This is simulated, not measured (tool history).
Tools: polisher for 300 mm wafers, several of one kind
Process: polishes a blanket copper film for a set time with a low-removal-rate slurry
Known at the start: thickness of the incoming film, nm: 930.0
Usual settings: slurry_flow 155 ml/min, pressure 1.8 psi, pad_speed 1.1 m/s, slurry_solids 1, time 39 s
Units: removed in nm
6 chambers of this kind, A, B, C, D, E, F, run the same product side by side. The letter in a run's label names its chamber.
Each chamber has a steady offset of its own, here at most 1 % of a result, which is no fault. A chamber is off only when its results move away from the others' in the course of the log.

{"run": "1C", "day": 0.15, "slurry_flow": 155, "pressure": 1.8, "pad_speed": 1.1, "slurry_solids": 1, "time": 39, "removed": 72.077}
{"run": "2B", "day": 0.329, "slurry_flow": 155, "pressure": 1.8, "pad_speed": 1.1, "slurry_solids": 1, "time": 39, "removed": 70.496}
{"run": "3E", "day": 0.454, "slurry_flow": 155, "pressure": 1.8, "pad_speed": 1.1, "slurry_solids": 1, "time": 39, "removed": 72.54}
{"run": "4F", "day": 0.617, "slurry_flow": 155, "pressure": 1.8, "pad_speed": 1.1, "slurry_solids": 1, "time": 39, "removed": 72.277}
{"run": "5D", "day": 0.817, "slurry_flow": 100, "pressure": 1.8, "pad_speed": 1.1, "slurry_solids": 1.15, "time": 39, "removed": 67.806}
{"run": "6A", "day": 0.938, "slurry_flow": 100, "pressure": 1.8, "pad_speed": 1.1, "slurry_solids": 1.15, "time": 39, "removed": 66.738}
{"day": 1.1, "done": "chamber F: worn pad replaced by a new one"}
{"run": "7D", "day": 1.133, "slurry_flow": 100, "pressure": 1.8, "pad_speed": 1.1, "slurry_solids": 1.15, "time": 39, "removed": 68.366}
{"run": "8F", "day": 1.271, "slurry_flow": 100, "pressure": 1.8, "pad_speed": 1.1, "slurry_solids": 1.15, "time": 39, "removed": 68.336}
{"run": "9A", "day": 1.425, "slurry_flow": 100, "pressure": 1.8, "pad_speed": 1.1, "slurry_solids": 1.15, "time": 39, "removed": 67.109}
{"day": 1.458, "done": "chamber B: slurry nozzle cleaned"}
{"day": 1.467, "done": "chamber C: slurry blender recalibrated"}
{"day": 1.479, "done": "chamber D: slurry blender recalibrated"}
{"run": "10E", "day": 1.65, "slurry_flow": 100, "pressure": 1.8, "pad_speed": 1.1, "slurry_solids": 1.15, "time": 39, "removed": 67.032}
{"run": "11C", "day": 1.821, "slurry_flow": 155, "pressure": 1.8, "pad_speed": 1.1, "slurry_solids": 1, "time": 39, "removed": 71.816}
{"day": 1.862, "done": "chamber C: worn pad replaced by a new one"}
{"day": 1.904, "done": "chamber B: worn pad replaced by a new one"}
{"run": "12B", "day": 2.012, "slurry_flow": 155, "pressure": 1.8, "pad_speed": 1.1, "slurry_solids": 1, "time": 39, "removed": 72.939}
{"run": "13A", "day": 2.112, "slurry_flow": 155, "pressure": 1.8, "pad_speed": 1.1, "slurry_solids": 1, "time": 39, "removed": 72.572}
{"run": "14D", "day": 2.321, "slurry_flow": 155, "pressure": 1.8, "pad_speed": 1.1, "slurry_solids": 1, "time": 39, "removed": 72.075}
{"run": "15F", "day": 2.45, "slurry_flow": 155, "pressure": 1.8, "pad_speed": 1.1, "slurry_solids": 1, "time": 39, "removed": 72.863}
{"run": "16B", "day": 2.554, "slurry_flow": 155, "pressure": 1.8, "pad_speed": 1.1, "slurry_solids": 1, "time": 39, "removed": 72.253}
{"run": "17C", "day": 2.704, "slurry_flow": 155, "pressure": 1.8, "pad_speed": 1.1, "slurry_solids": 1, "time": 39, "removed": 73.375}
{"run": "18E", "day": 2.821, "slurry_flow": 155, "pressure": 1.8, "pad_speed": 1.1, "slurry_solids": 1, "time": 39, "removed": 71.466}
{"day": 2.862, "done": "chamber E: worn pad replaced by a new one"}
{"run": "19A", "day": 3.042, "slurry_flow": 155, "pressure": 1.8, "pad_speed": 1.1, "slurry_solids": 1, "time": 39, "removed": 70.708}
{"run": "20B", "day": 3.142, "slurry_flow": 155, "pressure": 1.8, "pad_speed": 1.1, "slurry_solids": 1.1, "time": 47, "removed": 86.942}
{"run": "21D", "day": 3.254, "slurry_flow": 155, "pressure": 1.8, "pad_speed": 1.1, "slurry_solids": 1.1, "time": 47, "removed": 88.033}
{"run": "22F", "day": 3.379, "slurry_flow": 155, "pressure": 1.8, "pad_speed": 1.1, "slurry_solids": 1.1, "time": 47, "removed": 88.753}
{"run": "23E", "day": 3.612, "slurry_flow": 155, "pressure": 1.8, "pad_speed": 1.1, "slurry_solids": 1.1, "time": 47, "removed": 87.978}
{"run": "24C", "day": 3.733, "slurry_flow": 155, "pressure": 1.8, "pad_speed": 1.1, "slurry_solids": 1.1, "time": 47, "removed": 89.472}
{"run": "25F", "day": 3.95, "slurry_flow": 155, "pressure": 1.8, "pad_speed": 1.1, "slurry_solids": 1.1, "time": 47, "removed": 90.527}
{"run": "26B", "day": 4.067, "slurry_flow": 155, "pressure": 1.8, "pad_speed": 1.1, "slurry_solids": 1, "time": 39, "removed": 73.146}
{"day": 4.246, "done": "chamber F: worn pad replaced by a new one"}
{"run": "27E", "day": 4.279, "slurry_flow": 155, "pressure": 1.8, "pad_speed": 1.1, "slurry_solids": 1, "time": 39, "removed": 69.537}
{"day": 4.412, "done": "chamber D: worn pad replaced by a new one"}
{"run": "28A", "day": 4.454, "slurry_flow": 155, "pressure": 1.8, "pad_speed": 1.1, "slurry_solids": 1, "time": 39, "removed": 70.817}
{"run": "29C", "day": 4.6, "slurry_flow": 155, "pressure": 1.8, "pad_speed": 1.1, "slurry_solids": 1, "time": 39, "removed": 71.01}
{"run": "30D", "day": 4.729, "slurry_flow": 155, "pressure": 1.8, "pad_speed": 1.1, "slurry_solids": 1, "time": 39, "removed": 72.373}
{"run": "31F", "day": 4.854, "slurry_flow": 155, "pressure": 1.8, "pad_speed": 1.1, "slurry_solids": 1, "time": 39, "removed": 72.349}
{"run": "32E", "day": 5.017, "slurry_flow": 155, "pressure": 1.8, "pad_speed": 1.1, "slurry_solids": 1, "time": 39, "removed": 69.337}
{"run": "33A", "day": 5.129, "slurry_flow": 155, "pressure": 1.8, "pad_speed": 1.1, "slurry_solids": 1, "time": 39, "removed": 71.655}
{"day": 5.158, "done": "chamber B: worn pad replaced by a new one"}
{"run": "34D", "day": 5.304, "slurry_flow": 190, "pressure": 1.8, "pad_speed": 1.1, "slurry_solids": 1, "time": 39, "removed": 75.061}
{"day": 5.362, "done": "chamber A: worn pad replaced by a new one"}
{"run": "35B", "day": 5.417, "slurry_flow": 190, "pressure": 1.8, "pad_speed": 1.1, "slurry_solids": 1, "time": 39, "removed": 74.432}
{"run": "36C", "day": 5.571, "slurry_flow": 190, "pressure": 1.8, "pad_speed": 1.1, "slurry_solids": 1, "time": 39, "removed": 72.689}
{"run": "37C", "day": 5.792, "slurry_flow": 190, "pressure": 1.8, "pad_speed": 1.1, "slurry_solids": 1, "time": 39, "removed": 73.205}
{"run": "38E", "day": 5.942, "slurry_flow": 190, "pressure": 1.8, "pad_speed": 1.1, "slurry_solids": 1, "time": 39, "removed": 70.286}
{"run": "39F", "day": 6.158, "slurry_flow": 190, "pressure": 1.8, "pad_speed": 1.1, "slurry_solids": 1, "time": 39, "removed": 74.601}
{"run": "40B", "day": 6.375, "slurry_flow": 155, "pressure": 1.8, "pad_speed": 1.1, "slurry_solids": 1, "time": 39, "removed": 72.558}
{"run": "41D", "day": 6.508, "slurry_flow": 155, "pressure": 1.8, "pad_speed": 1.1, "slurry_solids": 1, "time": 39, "removed": 73.194}
{"run": "42A", "day": 6.654, "slurry_flow": 155, "pressure": 1.8, "pad_speed": 1.1, "slurry_solids": 1, "time": 39, "removed": 72.028}
{"run": "43B", "day": 6.875, "slurry_flow": 155, "pressure": 1.8, "pad_speed": 1.1, "slurry_solids": 1, "time": 39, "removed": 72.731}
{"run": "44F", "day": 6.979, "slurry_flow": 155, "pressure": 1.5, "pad_speed": 0.78, "slurry_solids": 1, "time": 39, "removed": 43.363}

Is one chamber off against the others, does the gauge drift, or is nothing wrong? If a chamber is off, say which, and what the likeliest cause is.

Chamber E drifts away from the others.
Cause: slurry flow missing at the pad, % = 40.3.
The log may not tell that from: head's pressure below its setpoint, %; abrasive missing from the slurry, %.

Here are 4 candidates for chamber E's next run, each the usual settings with a change, their results left as question marks. Which one brings its results back in line with what the others give on the usual settings?
In line means no further than this from the other chambers' mean on the usual settings: removed 3.2 nm
{"run": "45E-1", "day": 7.146, "slurry_flow": 155, "pressure": 1.7, "pad_speed": 1.1, "slurry_solids": 1, "time": 37, "removed": "?"}
{"run": "45E-2", "day": 7.146, "slurry_flow": 155, "pressure": 2, "pad_speed": 1.1, "slurry_solids": 1, "time": 43, "removed": "?"}
{"run": "45E-3", "day": 7.146, "slurry_flow": 155, "pressure": 1.9, "pad_speed": 1.16, "slurry_solids": 1, "time": 39, "removed": "?"}
{"run": "45E-4", "day": 7.146, "slurry_flow": 150, "pressure": 1.7, "pad_speed": 1.04, "slurry_solids": 1, "time": 36, "removed": "?"}

The other chambers' mean on the usual settings: removed 72.135 nm
run=45E-1 removed=58.763
run=45E-2 removed=80.535
run=45E-3 removed=73.095
run=45E-4 removed=53.615
45E-3 brings the chamber back in line.
